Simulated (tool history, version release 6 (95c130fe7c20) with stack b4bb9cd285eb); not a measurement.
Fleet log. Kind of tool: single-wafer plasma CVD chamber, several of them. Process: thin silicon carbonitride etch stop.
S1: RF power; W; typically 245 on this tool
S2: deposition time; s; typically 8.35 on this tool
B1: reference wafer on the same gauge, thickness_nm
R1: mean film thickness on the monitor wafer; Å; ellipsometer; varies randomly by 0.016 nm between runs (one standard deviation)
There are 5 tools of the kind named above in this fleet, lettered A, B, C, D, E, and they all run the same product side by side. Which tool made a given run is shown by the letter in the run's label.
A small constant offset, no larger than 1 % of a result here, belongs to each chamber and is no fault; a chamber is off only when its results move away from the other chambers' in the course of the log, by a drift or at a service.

run,hour,S1,S2,B1,R1
1B,6.9,245,8.35,4.7619,50.317
2A,14.9,245,8.35,4.7631,50.832
3C,29.2,245,8.35,4.7613,50.906
4E,40.0,245,8.35,4.7572,50.895
5D,47.0,245,8.35,4.7597,50.827
6C,53.7,245,8.35,4.7615,50.977
7D,64.9,245,8.35,4.7605,50.703
8A,73.9,245,8.35,4.7618,51.349
9B,86.7,245,8.35,4.7629,50.482
10E,93.0,245,8.35,4.7661,50.642
11D,105.0,245,8.35,4.7547,50.320
12B,112.0,245,8.35,4.7593,50.609
13E,119.6,245,8.35,4.7596,50.757
14C,127.5,245,8.35,4.7598,51.094
15A,141.6,245,8.35,4.7633,50.928
16E,154.8,275,9.40,4.7585,58.632
17C,164.3,275,9.40,4.7559,59.378
18A,172.9,275,9.40,4.7591,59.481
19B,185.2,275,9.40,4.7584,59.180
20D,192.9,275,9.40,4.7617,58.691
21A,199.5,245,8.35,4.7593,50.930
22B,210.9,245,8.35,4.7612,50.632
23C,218.6,245,8.35,4.7628,50.742
24E,231.3,285,7.16,4.7585,45.501
25D,243.6,285,7.16,4.7617,45.454
26D,255.2,285,7.16,4.7592,45.317
27A,265.8,285,7.16,4.7578,45.625
28C,278.1,285,7.16,4.7640,45.768
# hour 278.9: chamber B: RF generator calibrated
29B,288.8,245,8.35,4.7593,50.547
30E,295.6,245,8.35,4.7631,50.691
31C,308.7,245,8.35,4.7550,51.283
32E,315.7,220,7.50,4.7577,44.417
33B,326.4,220,7.50,4.7594,43.800
34A,340.6,220,7.50,4.7591,44.269
# hour 341.1: chamber D: thermocouple changed; heater temperature recalibrated
35D,348.2,220,7.50,4.7600,43.910
36E,359.7,220,7.50,4.7594,44.138
37D,367.7,245,8.88,4.7624,53.863
38C,377.6,245,8.88,4.7582,54.255

All 5 chambers run these settings next. Forecast each chamber's results:
39A,387.9,245,8.35,,?
39B,387.9,245,8.35,,?
39C,387.9,245,8.35,,?
39D,387.9,245,8.35,,?
39E,387.9,245,8.35,,?

run,R1
39A,50.851
39B,50.426
39C,51.053
39D,50.370
39E,50.479
